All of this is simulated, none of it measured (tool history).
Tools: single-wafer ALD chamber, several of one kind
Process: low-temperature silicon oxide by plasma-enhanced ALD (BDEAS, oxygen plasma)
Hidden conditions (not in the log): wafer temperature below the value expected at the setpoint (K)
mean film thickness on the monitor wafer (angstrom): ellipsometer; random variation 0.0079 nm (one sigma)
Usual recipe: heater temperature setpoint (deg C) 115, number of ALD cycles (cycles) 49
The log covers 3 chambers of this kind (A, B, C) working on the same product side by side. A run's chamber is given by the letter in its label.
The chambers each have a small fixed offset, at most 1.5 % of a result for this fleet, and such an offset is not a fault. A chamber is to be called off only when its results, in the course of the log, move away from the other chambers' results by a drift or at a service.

run   hour  heater temperature setpoint (deg C)  number of ALD cycles (cycles)  hours since the last thermocouple change  read-back reference wafer on the same gauge, thickness_nm  mean film thickness on the monitor wafer (angstrom)
 1B      7                                  115                             49                                     611.8                                                     5.5694                                               67.638
 2C   13.5                                  115                             49                                     453.9                                                     5.5682                                               69.155
 3A   24.1                                  115                             49                                     477.3                                                     5.5681                                               68.019
 4A   36.2                                  115                             49                                     489.4                                                     5.5669                                               68.066
 5C   48.7                                  115                             49                                     489.1                                                     5.5665                                               69.081
 6B   59.6                                  115                             49                                     664.4                                                     5.5661                                               67.646
 7C     72                                  115                             53                                     512.4                                                     5.5639                                               74.653
 8A     82                                  115                             53                                     535.2                                                     5.5645                                               73.634
 9B   88.9                                  115                             53                                     693.7                                                     5.5647                                               73.113
10A   97.9                                  115                             49                                     551.1                                                     5.5621                                               68.055
11B  107.6                                  115                             49                                     712.4                                                     5.5618                                                67.61
12C  118.1                                  115                             49                                     558.5                                                      5.561                                               69.049
13C  131.7                                  115                             49                                     572.1                                                     5.5622                                               68.883
14A  145.5                                  115                             49                                     598.7                                                     5.5591                                               67.884
15B  159.6                                  115                             49                                     764.4                                                     5.5578                                               67.546
16C  174.1                                  115                             49                                     614.5                                                     5.5575                                               68.862
17A  181.3                                  115                             49                                     634.5                                                     5.5569                                               67.847
18B  193.9                                  115                             49                                     798.7                                                     5.5537                                               67.432
19A  206.6                                  125                             52                                     659.8                                                     5.5554                                               70.691
20B  220.4                                  125                             52                                     825.2                                                     5.5542                                                70.27
21C  232.3                                  125                             52                                     672.7                                                     5.5523                                               71.705
22C  241.7                                  115                             49                                     682.1                                                     5.5519                                               68.793
23B  256.6                                  115                             49                                     861.4                                                       5.55                                               67.467
24A  267.7                                  115                             49                                     720.9                                                     5.5498                                                67.85
25C  279.1                                  128                             49                                     719.5                                                     5.5476                                               67.174
26B  290.8                                  128                             49                                     895.6                                                     5.5486                                               65.848
27A  299.2                                  128                             49                                     752.4                                                     5.5476                                               66.078
28C  310.9                                  115                             49                                     751.3                                                     5.5468                                               68.809
29B  321.3                                  115                             49                                     926.1                                                     5.5463                                               67.353
30A  334.9                                  115                             49                                     788.1                                                     5.5443                                                67.75
31A  344.7                                  115                             49                                     797.9                                                     5.5446                                               67.816

Decide between three cases: one chamber stands off from its peers, the gauge reading all wafers drifts, or nothing is wrong past each chamber's small offset. Where a chamber is off, say which and what most likely put it there.

None of the chambers is off. What moves is the gauge, dragging all their readings along together.
What lies behind it: gauge reads low (%) = 0.478.
